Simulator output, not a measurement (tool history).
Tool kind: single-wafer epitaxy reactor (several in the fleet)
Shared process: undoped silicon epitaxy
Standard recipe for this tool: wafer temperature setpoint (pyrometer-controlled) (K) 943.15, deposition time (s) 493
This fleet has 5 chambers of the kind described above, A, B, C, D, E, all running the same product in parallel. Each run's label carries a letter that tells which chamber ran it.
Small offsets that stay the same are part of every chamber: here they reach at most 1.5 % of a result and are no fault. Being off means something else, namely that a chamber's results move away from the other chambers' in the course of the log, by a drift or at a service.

run	hour	wafer temperature setpoint (pyrometer-controlled) (K)	deposition time (s)	read-back reference wafer on the same gauge, thickness_nm	mean film thickness on the monitor wafer (Å)
1A	4.4	943.15	493	126.87	1266.90
2E	6.6	943.15	493	126.87	1258.80
3B	8.8	943.15	493	126.91	1277.90
4C	11.2	943.15	493	126.96	1274.40
5D	13.9	943.15	493	126.93	1273.70
6A	17.9	943.15	493	127.14	1267.70
7D	21.3	943.15	493	126.99	1289.80
8B	24.6	943.15	493	126.90	1272.80
9C	26.6	943.15	493	127.16	1286.90
# hour 30.7: chamber D: pyrometer calibrated
10E	30.9	943.15	493	126.98	1262.50
11E	32.8	943.15	493	127.02	1250.20
12D	36.6	943.15	493	126.93	1352.70
13C	40.7	943.15	493	126.81	1272.70
14B	43.3	943.15	493	126.89	1288.80
15A	47.2	943.15	493	126.92	1252.40
16E	51.4	943.15	493	127.07	1255.50
17A	53.4	943.15	493	127.15	1271.70
18B	56.9	932.15	442	126.92	906.87
19C	60.0	932.15	442	126.84	906.46
20D	62.9	932.15	442	126.92	970.51
21C	66.9	932.15	442	126.97	903.45
22D	69.5	932.15	442	127.07	980.98
23A	72.7	943.15	493	127.10	1270.00
24B	75.1	943.15	493	126.94	1279.80
25E	78.0	956.15	493	126.97	1636.10
26D	80.8	956.15	493	127.07	1774.30
27B	82.8	956.15	493	126.84	1669.50
28A	85.9	956.15	493	126.99	1656.40
29C	88.8	956.15	493	127.15	1664.00
30E	92.7	943.15	493	126.92	1245.40
31B	96.0	953.15	537	126.71	1714.10

What goes on in this fleet: one chamber off, a drifting gauge, or nothing beyond the chambers' own small offsets? Name the chamber and the cause, if any.

After it was serviced, chamber D no longer matches the other chambers.
Cause: wafer temperature above the value expected at the setpoint (K) = 2.91.

Chamber D could run next with any of the 4 candidate recipes listed below; each alters the usual settings, and their results appear as question marks. Which one brings its results back in line with what the other chambers deliver on the usual settings?
Counts as in line when no further than this from what the other chambers average on the usual settings: mean film thickness on the monitor wafer (Å) 26.00
32D-1	99.1	947.15	509		?
32D-2	99.1	940.15	493		?
32D-3	99.1	946.15	493		?
32D-4	99.1	939.15	477		?

On the usual settings, the other chambers give on average: mean film thickness on the monitor wafer (Å) 1269.50
run	mean film thickness on the monitor wafer (Å)
32D-1	1519.90
32D-2	1276.10
32D-3	1442.50
32D-4	1209.50
It is 32D-2 that realigns the chamber with its peers.
